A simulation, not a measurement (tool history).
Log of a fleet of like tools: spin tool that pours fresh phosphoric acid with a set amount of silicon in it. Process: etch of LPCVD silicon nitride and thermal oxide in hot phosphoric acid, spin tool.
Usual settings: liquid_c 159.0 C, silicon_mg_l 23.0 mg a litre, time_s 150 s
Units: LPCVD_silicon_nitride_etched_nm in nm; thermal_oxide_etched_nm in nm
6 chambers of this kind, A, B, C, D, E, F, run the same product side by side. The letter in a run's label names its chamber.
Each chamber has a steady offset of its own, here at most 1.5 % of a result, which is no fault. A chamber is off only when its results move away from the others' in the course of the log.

run   hour  liquid_c  silicon_mg_l  time_s  read-back film thickness of the LPCVD silicon nitride reference wafer, read on the same gauge (nm)  read-back film thickness of the thermal oxide reference wafer, read on the same gauge (nm)  LPCVD_silicon_nitride_etched_nm  thermal_oxide_etched_nm
 1D    8.4     159.0          23.0     150                                                                                              120.02                                                                                      139.97                           14.974                 0.218650
 2F   16.2     159.0          23.0     150                                                                                              120.02                                                                                      140.03                           14.997                 0.196530
 3C   26.7     159.0          23.0     150                                                                                              119.99                                                                                      139.98                           15.180                 0.221400
 4E   37.4     159.0          23.0     150                                                                                              119.98                                                                                      140.05                           15.074                 0.206580
 5A   53.4     159.0          23.0     150                                                                                              119.99                                                                                      140.03                           15.002                 0.189310
 6B   67.7     159.0          23.0     150                                                                                              120.01                                                                                      139.99                           15.200                 0.268980
 7C   83.1     159.0          23.0     150                                                                                              120.01                                                                                      140.01                           15.110                 0.195330
 8D   97.7     159.0          23.0     150                                                                                              119.99                                                                                      139.99                           14.973                 0.230950
 9B  110.2     159.0          23.0     225                                                                                              120.01                                                                                      140.00                           22.849                 0.409470
10A  118.9     159.0          23.0     225                                                                                              120.02                                                                                      140.03                           22.433                 0.307330
11F  128.2     159.0          23.0     225                                                                                              119.96                                                                                      140.01                           22.450                 0.443550
     138.9  -- chamber F: heated supply line repaired
     139.4  -- chamber B: thermometer replaced
12E  140.9     159.0          23.0     225                                                                                              120.02                                                                                      140.05                           22.654                 0.361590
13C  156.7     159.0          23.0     225                                                                                              119.96                                                                                      139.99                           22.706                 0.379590
14D  164.1     159.0          23.0     225                                                                                              119.97                                                                                      140.00                           22.369                 0.377860
15B  176.9     159.0          23.0     150                                                                                              120.03                                                                                      140.01                           15.202                 0.195010
16F  188.3     159.0          23.0     150                                                                                              119.99                                                                                      140.01                           15.012                 0.173990
17E  204.8     159.0          23.0     150                                                                                              120.01                                                                                      139.98                           15.063                 0.242000
18A  220.4     159.0          23.0     150                                                                                              120.02                                                                                      140.01                           14.943                 0.207130
19B  234.0     159.0          23.0     150                                                                                              120.00                                                                                      139.99                           15.216                 0.221490
20C  246.5     159.0          23.0     150                                                                                              120.02                                                                                      139.99                           15.179                 0.234470
     258.1  -- chamber B: dissolved silicon flow meter replaced
21F  259.0     156.5          36.5     150                                                                                              120.00                                                                                      140.00                           13.705                 0.126320
     273.5  -- chamber F: dissolved silicon flow meter replaced
22D  275.1     156.5          36.5     150                                                                                              120.02                                                                                      139.96                           13.783                 0.104910
     279.6  -- chamber C: thermometer replaced
23A  287.8     156.5          36.5     150                                                                                              120.01                                                                                      140.01                           13.737                 0.094798
24E  304.1     156.5          36.5     150                                                                                              120.02                                                                                      140.00                           13.819                 0.096062
25D  320.5     156.5          36.5     150                                                                                              119.95                                                                                      139.99                           13.825                 0.121690
26B  329.4     156.5          36.5     150                                                                                              119.99                                                                                      139.97                           14.027                 0.109940
27C  339.1     159.0          23.0     150                                                                                              120.00                                                                                      140.00                           15.146                 0.231460
28A  351.1     159.0          23.0     150                                                                                              120.01                                                                                      140.01                           14.928                 0.225700
29F  362.8     159.0          23.0     150                                                                                              119.99                                                                                      139.98                           14.992                 0.269750
30E  376.8     159.0          23.0     150                                                                                              120.03                                                                                      139.99                           15.086                 0.274710
     377.3  -- chamber A: heated supply line repaired
31C  387.6     161.0           6.0     150                                                                                              119.98                                                                                      140.00                           16.163                 0.347230
32B  403.8     161.0           6.0     150                                                                                              119.96                                                                                      140.02                           16.299                 0.393190
33A  418.3     161.0           6.0     150                                                                                              119.97                                                                                      139.98                           16.054                 0.333760
34E  434.3     161.0           6.0     150                                                                                              119.96                                                                                      139.97                           16.129                 0.409880
35D  446.9     161.0           6.0     150                                                                                              120.05                                                                                      139.99                           15.997                 0.452720
     460.6  -- chamber F: thermometer replaced
36F  463.0     161.0           6.0     150                                                                                              120.02                                                                                      139.99                           15.987                 0.416580
37D  477.7     159.0          23.0     150                                                                                              119.98                                                                                      139.97                           15.097                 0.235590

Is one chamber off against the others, does the gauge drift, or is nothing wrong? If a chamber is off, say which, and what the likeliest cause is.

No chamber stands off beyond its own small offset, and the gauge holds steady.
